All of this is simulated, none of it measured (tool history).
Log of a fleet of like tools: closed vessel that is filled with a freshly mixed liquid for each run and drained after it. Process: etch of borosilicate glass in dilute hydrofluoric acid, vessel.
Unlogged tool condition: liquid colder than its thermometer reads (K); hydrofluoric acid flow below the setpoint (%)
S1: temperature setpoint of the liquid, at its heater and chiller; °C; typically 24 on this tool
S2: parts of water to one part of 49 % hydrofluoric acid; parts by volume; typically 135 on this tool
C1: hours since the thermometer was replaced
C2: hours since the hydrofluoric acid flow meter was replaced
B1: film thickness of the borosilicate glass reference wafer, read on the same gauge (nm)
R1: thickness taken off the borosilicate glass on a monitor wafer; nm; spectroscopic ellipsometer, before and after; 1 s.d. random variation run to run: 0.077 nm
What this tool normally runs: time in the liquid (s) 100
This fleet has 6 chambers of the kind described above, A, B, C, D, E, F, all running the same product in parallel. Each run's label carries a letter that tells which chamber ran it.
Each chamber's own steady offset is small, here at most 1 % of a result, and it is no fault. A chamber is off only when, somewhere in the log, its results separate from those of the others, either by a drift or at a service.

{"run": "1F", "hour": 9.3, "S1": 24, "S2": 135, "time in the liquid (s)": 100, "C1": 518.8, "C2": 834.3, "B1": 40.014, "R1": 14.177}
{"run": "2B", "hour": 19.2, "S1": 24, "S2": 135, "time in the liquid (s)": 100, "C1": 629.9, "C2": 1351.7, "B1": 39.985, "R1": 13.961}
{"run": "3C", "hour": 29.4, "S1": 24, "S2": 135, "time in the liquid (s)": 100, "C1": 711.5, "C2": 578, "B1": 39.991, "R1": 14.383}
{"run": "4A", "hour": 35.4, "S1": 24, "S2": 135, "time in the liquid (s)": 100, "C1": 2035.1, "C2": 619.6, "B1": 39.936, "R1": 14.043}
{"hour": 36.9, "done": "chamber B: thermometer replaced"}
{"run": "5D", "hour": 42.5, "S1": 24, "S2": 135, "time in the liquid (s)": 100, "C1": 1674.7, "C2": 2098.6, "B1": 39.962, "R1": 14.177}
{"run": "6E", "hour": 55.5, "S1": 24, "S2": 135, "time in the liquid (s)": 100, "C1": 899.8, "C2": 224.7, "B1": 39.996, "R1": 14.051}
{"hour": 57.6, "done": "chamber B: hydrofluoric acid flow meter replaced"}
{"run": "7A", "hour": 67.5, "S1": 24, "S2": 135, "time in the liquid (s)": 100, "C1": 2067.2, "C2": 651.7, "B1": 39.998, "R1": 14.248}
{"run": "8F", "hour": 73.3, "S1": 24, "S2": 135, "time in the liquid (s)": 100, "C1": 582.8, "C2": 898.3, "B1": 40.001, "R1": 14.12}
{"hour": 74.5, "done": "chamber A: hydrofluoric acid flow meter replaced"}
{"run": "9D", "hour": 81.9, "S1": 24, "S2": 135, "time in the liquid (s)": 100, "C1": 1714.1, "C2": 2138, "B1": 39.99, "R1": 14.265}
{"run": "10B", "hour": 93.4, "S1": 24, "S2": 135, "time in the liquid (s)": 100, "C1": 56.5, "C2": 35.8, "B1": 39.977, "R1": 14.061}
{"run": "11E", "hour": 102.0, "S1": 24, "S2": 135, "time in the liquid (s)": 100, "C1": 946.3, "C2": 271.2, "B1": 39.993, "R1": 14.164}
{"run": "12C", "hour": 108.2, "S1": 24, "S2": 135, "time in the liquid (s)": 100, "C1": 790.3, "C2": 656.8, "B1": 39.978, "R1": 14.308}
{"run": "13D", "hour": 117.3, "S1": 28, "S2": 135, "time in the liquid (s)": 60, "C1": 1749.5, "C2": 2173.4, "B1": 39.986, "R1": 9.9532}
{"run": "14C", "hour": 129.3, "S1": 28, "S2": 135, "time in the liquid (s)": 60, "C1": 811.4, "C2": 677.9, "B1": 39.985, "R1": 9.9952}
{"run": "15B", "hour": 141.1, "S1": 28, "S2": 135, "time in the liquid (s)": 60, "C1": 104.2, "C2": 83.5, "B1": 40.051, "R1": 9.7759}
{"run": "16A", "hour": 152.0, "S1": 28, "S2": 135, "time in the liquid (s)": 60, "C1": 2151.7, "C2": 77.5, "B1": 40.003, "R1": 9.9167}
{"run": "17F", "hour": 164.9, "S1": 28, "S2": 135, "time in the liquid (s)": 60, "C1": 674.4, "C2": 989.9, "B1": 39.997, "R1": 9.8493}
{"run": "18E", "hour": 173.4, "S1": 28, "S2": 135, "time in the liquid (s)": 60, "C1": 1017.7, "C2": 342.6, "B1": 40.018, "R1": 9.8225}
{"run": "19B", "hour": 182.7, "S1": 24, "S2": 135, "time in the liquid (s)": 100, "C1": 145.8, "C2": 125.1, "B1": 40.003, "R1": 14.043}
{"hour": 183.3, "done": "chamber F: thermometer replaced"}
{"run": "20E", "hour": 189.2, "S1": 24, "S2": 135, "time in the liquid (s)": 100, "C1": 1033.5, "C2": 358.4, "B1": 39.956, "R1": 14.138}
{"run": "21D", "hour": 201.4, "S1": 24, "S2": 135, "time in the liquid (s)": 100, "C1": 1833.6, "C2": 2257.5, "B1": 39.994, "R1": 14.061}
{"run": "22C", "hour": 213.4, "S1": 24, "S2": 135, "time in the liquid (s)": 100, "C1": 895.5, "C2": 762, "B1": 40.011, "R1": 14.221}
{"run": "23A", "hour": 219.6, "S1": 24, "S2": 135, "time in the liquid (s)": 100, "C1": 2219.3, "C2": 145.1, "B1": 39.999, "R1": 14.07}
{"run": "24F", "hour": 229.2, "S1": 24, "S2": 135, "time in the liquid (s)": 100, "C1": 45.9, "C2": 1054.2, "B1": 40.001, "R1": 14.143}
{"run": "25F", "hour": 239.2, "S1": 24, "S2": 135, "time in the liquid (s)": 100, "C1": 55.9, "C2": 1064.2, "B1": 39.968, "R1": 14.151}
{"run": "26C", "hour": 249.8, "S1": 24, "S2": 195, "time in the liquid (s)": 100, "C1": 931.9, "C2": 798.4, "B1": 40.002, "R1": 9.2885}
{"run": "27B", "hour": 256.9, "S1": 24, "S2": 195, "time in the liquid (s)": 100, "C1": 220, "C2": 199.3, "B1": 39.981, "R1": 9.1532}
{"run": "28E", "hour": 268.6, "S1": 24, "S2": 195, "time in the liquid (s)": 100, "C1": 1112.9, "C2": 437.8, "B1": 40.008, "R1": 9.1022}
{"run": "29D", "hour": 281.7, "S1": 24, "S2": 195, "time in the liquid (s)": 100, "C1": 1913.9, "C2": 2337.8, "B1": 40.01, "R1": 8.8888}
{"run": "30A", "hour": 294.6, "S1": 24, "S2": 195, "time in the liquid (s)": 100, "C1": 2294.3, "C2": 220.1, "B1": 40.016, "R1": 9.0939}
{"run": "31F", "hour": 305.7, "S1": 24, "S2": 195, "time in the liquid (s)": 100, "C1": 122.4, "C2": 1130.7, "B1": 40.015, "R1": 9.2934}
{"run": "32B", "hour": 313.6, "S1": 19.5, "S2": 90, "time in the liquid (s)": 100, "C1": 276.7, "C2": 256, "B1": 40.026, "R1": 18.46}
{"run": "33A", "hour": 319.9, "S1": 19.5, "S2": 90, "time in the liquid (s)": 100, "C1": 2319.6, "C2": 245.4, "B1": 39.974, "R1": 18.631}
{"run": "34C", "hour": 328.7, "S1": 19.5, "S2": 90, "time in the liquid (s)": 100, "C1": 1010.8, "C2": 877.3, "B1": 40.003, "R1": 18.47}
{"run": "35D", "hour": 338.3, "S1": 19.5, "S2": 90, "time in the liquid (s)": 100, "C1": 1970.5, "C2": 2394.4, "B1": 39.965, "R1": 18.194}
{"hour": 339.7, "done": "chamber E: thermometer replaced"}
{"run": "36E", "hour": 345.3, "S1": 19.5, "S2": 90, "time in the liquid (s)": 100, "C1": 5.7, "C2": 514.5, "B1": 40.016, "R1": 18.61}
{"run": "37C", "hour": 355.0, "S1": 19.5, "S2": 90, "time in the liquid (s)": 100, "C1": 1037.1, "C2": 903.6, "B1": 40.005, "R1": 18.524}
{"run": "38D", "hour": 367.3, "S1": 24, "S2": 135, "time in the liquid (s)": 100, "C1": 1999.5, "C2": 2423.4, "B1": 39.986, "R1": 13.646}
{"run": "39A", "hour": 380.6, "S1": 24, "S2": 135, "time in the liquid (s)": 100, "C1": 2380.3, "C2": 306.1, "B1": 39.972, "R1": 14.116}
{"run": "40F", "hour": 393.6, "S1": 20, "S2": 135, "time in the liquid (s)": 135, "C1": 210.3, "C2": 1218.6, "B1": 40.015, "R1": 16.247}
{"run": "41E", "hour": 403.4, "S1": 20, "S2": 135, "time in the liquid (s)": 135, "C1": 63.8, "C2": 572.6, "B1": 40.024, "R1": 16.205}
{"run": "42B", "hour": 410.0, "S1": 20, "S2": 135, "time in the liquid (s)": 135, "C1": 373.1, "C2": 352.4, "B1": 39.935, "R1": 16.143}
{"run": "43B", "hour": 423.1, "S1": 20, "S2": 135, "time in the liquid (s)": 135, "C1": 386.2, "C2": 365.5, "B1": 40.018, "R1": 16.364}
{"run": "44E", "hour": 430.4, "S1": 20, "S2": 135, "time in the liquid (s)": 135, "C1": 90.8, "C2": 599.6, "B1": 39.968, "R1": 16.352}

Decide between three cases: one chamber stands off from its peers, the gauge reading all wafers drifts, or nothing is wrong past each chamber's small offset. Where a chamber is off, say which and what most likely put it there.

Chamber D drifts away from the others.
Most likely cause: liquid colder than its thermometer reads (K) = 1.29.
The log may not separate it from: hydrofluoric acid flow below the setpoint (%).

Chamber D could run next with any of the 4 candidate recipes listed below; each alters the usual settings, and their results appear as question marks. Which one brings its results back in line with what the other chambers deliver on the usual settings?
In-line tolerance around the mean of the other chambers on the usual settings: R1 0.27 nm
{"run": "45D-1", "hour": 439.9, "S1": 24, "S2": 140, "time in the liquid (s)": 100, "R1": "?"}
{"run": "45D-2", "hour": 439.9, "S1": 24.5, "S2": 135, "time in the liquid (s)": 100, "R1": "?"}
{"run": "45D-3", "hour": 439.9, "S1": 23.5, "S2": 135, "time in the liquid (s)": 100, "R1": "?"}
{"run": "45D-4", "hour": 439.9, "S1": 24, "S2": 130, "time in the liquid (s)": 100, "R1": "?"}

Mean of the other chambers on the usual settings: R1 14.168 nm
run=45D-1 R1=12.911
run=45D-2 R1=13.744
run=45D-3 R1=13.211
run=45D-4 R1=14.079
45D-4 puts the chamber back in line with the other chambers.
